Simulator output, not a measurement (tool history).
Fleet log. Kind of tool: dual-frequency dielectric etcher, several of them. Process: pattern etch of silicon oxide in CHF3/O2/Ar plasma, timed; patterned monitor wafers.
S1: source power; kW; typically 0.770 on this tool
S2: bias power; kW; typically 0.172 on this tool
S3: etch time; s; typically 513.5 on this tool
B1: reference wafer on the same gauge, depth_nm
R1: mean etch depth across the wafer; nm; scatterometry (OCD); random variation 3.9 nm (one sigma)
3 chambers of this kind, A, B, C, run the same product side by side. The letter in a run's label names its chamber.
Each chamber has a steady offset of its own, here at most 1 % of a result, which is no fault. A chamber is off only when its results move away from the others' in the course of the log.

run,day,S1,S2,S3,B1,R1
1B,0.288,0.770,0.172,513.5,1299.5,1100.7
2C,0.588,0.770,0.172,513.5,1300.5,1096.9
3A,1.229,0.770,0.172,513.5,1300.8,1097.2
4C,1.633,0.770,0.172,513.5,1300.7,1094.6
5A,2.271,0.850,0.195,513.5,1299.3,1189.9
# day 2.546: chamber A: wet clean of the chamber
6B,2.917,0.850,0.195,513.5,1299.6,1192.5
7A,3.488,0.850,0.195,513.5,1298.3,1188.7
8C,3.850,0.770,0.172,513.5,1299.7,1093.4
9B,4.425,0.770,0.172,513.5,1301.1,1089.2
10B,4.971,0.770,0.172,513.5,1299.6,1107.0
11C,5.308,0.770,0.172,513.5,1301.7,1094.7
12A,5.846,0.770,0.172,513.5,1300.4,1093.9
13B,6.483,0.670,0.214,513.5,1300.9,1121.8
# day 6.788: chamber C: wet clean of the chamber
14A,6.950,0.670,0.214,513.5,1300.4,1116.7
15C,7.254,0.670,0.214,513.5,1300.0,1173.8
16B,7.775,0.770,0.172,513.5,1299.6,1097.2
17A,8.354,0.770,0.172,513.5,1300.2,1095.3
18C,8.846,0.850,0.201,513.5,1299.8,1253.9
19A,9.262,0.850,0.201,513.5,1299.1,1194.0
20C,9.775,0.850,0.201,513.5,1300.5,1258.8
21B,10.083,0.770,0.172,513.5,1300.8,1100.9
22B,10.638,0.770,0.172,630.5,1299.8,1346.1
23C,11.288,0.770,0.172,630.5,1299.3,1410.9
24A,11.883,0.770,0.172,630.5,1298.9,1342.0
25A,12.512,0.770,0.172,513.5,1300.4,1091.9
26C,13.112,0.770,0.172,513.5,1300.1,1152.3
27B,13.675,0.770,0.172,513.5,1299.5,1100.0

Which is it: a chamber that has drifted or been left off by a service, a gauge drift common to all chambers, or only each chamber's usual small offset? If a chamber is off, name it and its likeliest cause.

The work done on chamber C during a service left it standing apart from the others.
Cause: etch rate over this chamber's usual, % = 4.97.

Here are 4 candidates for chamber C's next run, each the usual settings with a change, their results left as question marks. Which one brings its results back in line with what the others give on the usual settings?
In line means no further than this from the other chambers' mean on the usual settings: R1 14.0 nm
28C-1,14.146,0.770,0.173,522.5,,?
28C-2,14.146,0.860,0.172,513.5,,?
28C-3,14.146,0.770,0.171,505.5,,?
28C-4,14.146,0.770,0.172,490.5,,?

Mean of the other chambers on the usual settings: R1 1096.9 nm
run,R1
28C-1,1169.4
28C-2,1196.4
28C-3,1127.1
28C-4,1095.7
28C-4 is the one that brings the chamber's results back in line with the other chambers.
